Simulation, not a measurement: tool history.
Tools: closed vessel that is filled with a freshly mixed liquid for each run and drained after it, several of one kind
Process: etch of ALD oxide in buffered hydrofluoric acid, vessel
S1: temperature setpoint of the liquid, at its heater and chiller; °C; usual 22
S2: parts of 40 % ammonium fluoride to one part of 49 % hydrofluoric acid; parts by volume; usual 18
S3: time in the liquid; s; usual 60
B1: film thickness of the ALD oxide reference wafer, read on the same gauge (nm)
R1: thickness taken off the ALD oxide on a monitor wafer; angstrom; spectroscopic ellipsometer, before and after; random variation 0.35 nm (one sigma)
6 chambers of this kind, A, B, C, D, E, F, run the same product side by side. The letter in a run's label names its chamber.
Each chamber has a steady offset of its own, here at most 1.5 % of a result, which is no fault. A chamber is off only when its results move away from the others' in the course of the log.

At hour 2.8: chamber F: thermometer replaced.
Run 1E, hour 4: usual settings; B1 40.025. Result: R1 376.29 angstrom.
Run 2B, hour 8: usual settings; B1 40.001. Result: R1 381.87 angstrom.
Run 3D, hour 10.5: usual settings; B1 40.008. Result: R1 382.14 angstrom.
Run 4F, hour 12.4: usual settings; B1 39.998. Result: R1 383.56 angstrom.
Run 5C, hour 14.7: usual settings; B1 39.993. Result: R1 381.12 angstrom.
Run 6A, hour 17.3: usual settings; B1 40.011. Result: R1 376.68 angstrom.
Run 7C, hour 19.7: usual settings but S2 11.5 parts by volume, S3 75 s; B1 39.998. Result: R1 730.32 angstrom.
Run 8F, hour 24: usual settings but S2 11.5 parts by volume, S3 75 s; B1 39.985. Result: R1 743.92 angstrom.
Run 9A, hour 28.2: usual settings but S2 11.5 parts by volume, S3 75 s; B1 40.002. Result: R1 738.96 angstrom.
Run 10E, hour 32.4: usual settings but S2 11.5 parts by volume, S3 75 s; B1 40.006. Result: R1 730.59 angstrom.
Run 11D, hour 35.5: usual settings but S2 11.5 parts by volume, S3 75 s; B1 40.013. Result: R1 735.88 angstrom.
Run 12B, hour 38.4: usual settings but S2 11.5 parts by volume, S3 75 s; B1 39.992. Result: R1 734.21 angstrom.
Run 13C, hour 41.7: usual settings; B1 40.004. Result: R1 379.21 angstrom.
Run 14D, hour 44.1: usual settings but S1 18.5 °C, S3 90 s; B1 40.006. Result: R1 470.15 angstrom.
Run 15F, hour 48.3: usual settings but S1 18.5 °C, S3 90 s; B1 40.002. Result: R1 461.04 angstrom.
Run 16A, hour 50.5: usual settings but S1 18.5 °C, S3 90 s; B1 39.998. Result: R1 474.98 angstrom.
Run 17B, hour 54.1: usual settings but S1 18.5 °C, S3 90 s; B1 40. Result: R1 472.36 angstrom.
Run 18E, hour 58: usual settings but S1 18.5 °C, S3 90 s; B1 39.99. Result: R1 472.24 angstrom.
Run 19C, hour 61.1: usual settings but S1 18.5 °C, S3 90 s; B1 40. Result: R1 469.46 angstrom.
Run 20E, hour 64: usual settings; B1 39.997. Result: R1 377.56 angstrom.
Run 21F, hour 66.9: usual settings; B1 40.022. Result: R1 383.41 angstrom.
Run 22A, hour 69.2: usual settings; B1 39.992. Result: R1 393.43 angstrom.
Run 23D, hour 73.4: usual settings; B1 40.001. Result: R1 378.12 angstrom.
Run 24B, hour 77.2: usual settings; B1 39.989. Result: R1 381.43 angstrom.
Run 25C, hour 79.6: usual settings; B1 40.002. Result: R1 380.61 angstrom.
Run 26D, hour 81.8: usual settings; B1 39.957. Result: R1 382.53 angstrom.
Run 27F, hour 85: usual settings; B1 39.974. Result: R1 378.25 angstrom.
Run 28E, hour 86.9: usual settings; B1 39.991. Result: R1 384.24 angstrom.
Run 29B, hour 90.5: usual settings; B1 40. Result: R1 380.09 angstrom.
Run 30A, hour 94.7: usual settings; B1 40. Result: R1 393.25 angstrom.
Run 31A, hour 98: usual settings; B1 40.012. Result: R1 400.53 angstrom.
Run 32F, hour 100.9: usual settings; B1 40. Result: R1 383.15 angstrom.
Run 33B, hour 104.5: usual settings but S1 19 °C, S3 40 s; B1 39.975. Result: R1 214.34 angstrom.
Run 34D, hour 107.9: usual settings but S1 19 °C, S3 40 s; B1 40.006. Result: R1 215.07 angstrom.
Run 35C, hour 110.5: usual settings but S1 19 °C, S3 40 s; B1 39.995. Result: R1 219.68 angstrom.
Run 36E, hour 114.6: usual settings but S1 19 °C, S3 40 s; B1 40.01. Result: R1 212.56 angstrom.
Run 37D, hour 118.8: usual settings but S1 19 °C, S3 40 s; B1 39.994. Result: R1 214.89 angstrom.
Run 38B, hour 121.1: usual settings but S1 19 °C, S3 40 s; B1 40.016. Result: R1 213.3 angstrom.
Run 39E, hour 123.2: usual settings; B1 39.997. Result: R1 382.19 angstrom.

What goes on in this fleet: one chamber off, a drifting gauge, or nothing beyond the chambers' own small offsets? Name the chamber and the cause, if any.

Chamber A drifts away from the others.
Cause: liquid hotter than its thermometer reads (K) = 0.967.
The log may not tell that from: hydrofluoric acid flow above the setpoint (%).

Here are 4 candidates for chamber A's next run, each the usual settings with a change, their results left as question marks. Which one brings its results back in line with what the others give on the usual settings?
In line means no further than this from the other chambers' mean on the usual settings: R1 13 angstrom
Run 40A-1, hour 126.4: usual settings but S1 21.5 °C, S2 19.5 parts by volume. Result: R1 ?.
Run 40A-2, hour 126.4: usual settings but S2 17.5 parts by volume, S3 65 s. Result: R1 ?.
Run 40A-3, hour 126.4: usual settings but S1 22.5 °C, S2 17.5 parts by volume. Result: R1 ?.
Run 40A-4, hour 126.4: usual settings but S1 21.5 °C, S2 18.5 parts by volume. Result: R1 ?.

The other chambers' mean on the usual settings: R1 379.89 angstrom
  run      R1
40A-1  360.56
40A-2  446.04
40A-3  422.97
40A-4  379.51
40A-4 brings the chamber back in line.
